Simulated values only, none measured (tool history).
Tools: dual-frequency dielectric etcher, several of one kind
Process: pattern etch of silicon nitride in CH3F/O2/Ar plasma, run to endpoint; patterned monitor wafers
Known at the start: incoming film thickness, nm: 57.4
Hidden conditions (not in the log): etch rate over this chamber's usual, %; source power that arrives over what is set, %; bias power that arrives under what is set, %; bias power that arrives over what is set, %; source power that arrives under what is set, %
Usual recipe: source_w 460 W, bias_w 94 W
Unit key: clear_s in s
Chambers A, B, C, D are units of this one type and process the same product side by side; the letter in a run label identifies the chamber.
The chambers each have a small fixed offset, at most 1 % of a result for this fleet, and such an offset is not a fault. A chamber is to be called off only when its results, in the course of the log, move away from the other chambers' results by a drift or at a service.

run     day  source_w  bias_w  hours since the last wet clean  hours since the last source power generator calibration  hours since the last bias power generator calibration  clear_s
 1A   0.292       460      94                           441.6                                                   3042.7                                                 1399.8   71.274
 2B   0.775       460      94                            35.2                                                    904.2                                                 1639.7   72.105
 3C   1.242       460      94                           312.7                                                   3133.9                                                 2994.6   71.394
 4D   1.754       460      94                             393                                                      866                                                 2039.7   72.111
      1.792  -- chamber A: wet clean of the chamber
      2.025  -- chamber C: wet clean of the chamber
 5A   2.338       370      72                            13.2                                                   3091.8                                                 1448.9   85.255
 6B   2.783       370      72                            83.4                                                    952.4                                                 1687.9   85.979
 7C   3.075       370      72                            25.3                                                   3177.9                                                 3038.6    85.52
 8D   3.521       370      72                           435.4                                                    908.4                                                 2082.1   85.571
 9D   4.079       460      94                           448.8                                                    921.8                                                 2095.5   71.747
10C   4.646       460      94                              63                                                   3215.6                                                 3076.3   72.106
11B   5.167       410      80                           140.6                                                   1009.6                                                 1745.1   79.028
12A   5.771       410      80                            95.6                                                   3174.2                                                 1531.3   79.828
13D   6.108       410      80                           497.5                                                    970.5                                                 2144.2   78.882
14C     6.7       410      80                           112.3                                                   3264.9                                                 3125.6   79.903
15A   6.996       560     109                             125                                                   3203.6                                                 1560.7   62.898
16B   7.383       560     109                           193.8                                                   1062.8                                                 1798.3   64.151
17D     7.9       560     109                           540.5                                                   1013.5                                                 2187.2   62.606
18A   8.308       560     109                           156.5                                                   3235.1                                                 1592.2   63.103
19B   8.679       460      94                           224.9                                                   1093.9                                                 1829.4   72.264
20C   9.104       460      94                             170                                                   3322.6                                                 3183.3   71.747
21D    9.55       460      94                           580.1                                                   1053.1                                                 2226.8   71.326
22B   9.896       460      94                           254.1                                                   1123.1                                                 1858.6   72.676
23A  10.454       460      94                             208                                                   3286.6                                                 1643.7   71.821
24C  10.733       460      94                           209.1                                                   3361.7                                                 3222.4   71.815
25A  11.179       460      94                           225.4                                                     3304                                                 1661.1   71.274
26C  11.733       460      94                           233.1                                                   3385.7                                                 3246.4    72.23
27D  12.138       460      94                           642.2                                                   1115.2                                                 2288.9   70.548
28B  12.488       460      94                           316.3                                                   1185.3                                                 1920.8   72.542
29B  12.892       410      94                             326                                                     1195                                                 1930.5   75.787
30C  13.475       410      94                           274.9                                                   3427.5                                                 3288.2   74.823
31D  14.075       410      94                           688.7                                                   1161.7                                                 2335.4   73.242
32A  14.425       410      94                           303.3                                                   3381.9                                                   1739    74.92
33B   14.95       460      94                           375.4                                                   1244.4                                                 1979.9   72.095
34D  15.496       460      94                           722.8                                                   1195.8                                                 2369.5    69.21
35A  16.033       460      94                           341.9                                                   3420.5                                                 1777.6   71.335
36C  16.592       460      94                           349.7                                                   3502.3                                                   3363   71.419
37D  16.917       460      94                           756.9                                                   1229.9                                                 2403.6   69.139
38A  17.467       460      94                           376.3                                                   3454.9                                                   1812   71.606

The same settings go to every chamber for the next run, one line per chamber below. Forecast the results for each:
39A  17.9       460      94                                                                                                                                                        ?
39B  17.9       460      94                                                                                                                                                        ?
39C  17.9       460      94                                                                                                                                                        ?
39D  17.9       460      94                                                                                                                                                        ?

run  clear_s
39A   71.504
39B   72.703
39C   71.882
39D   69.464
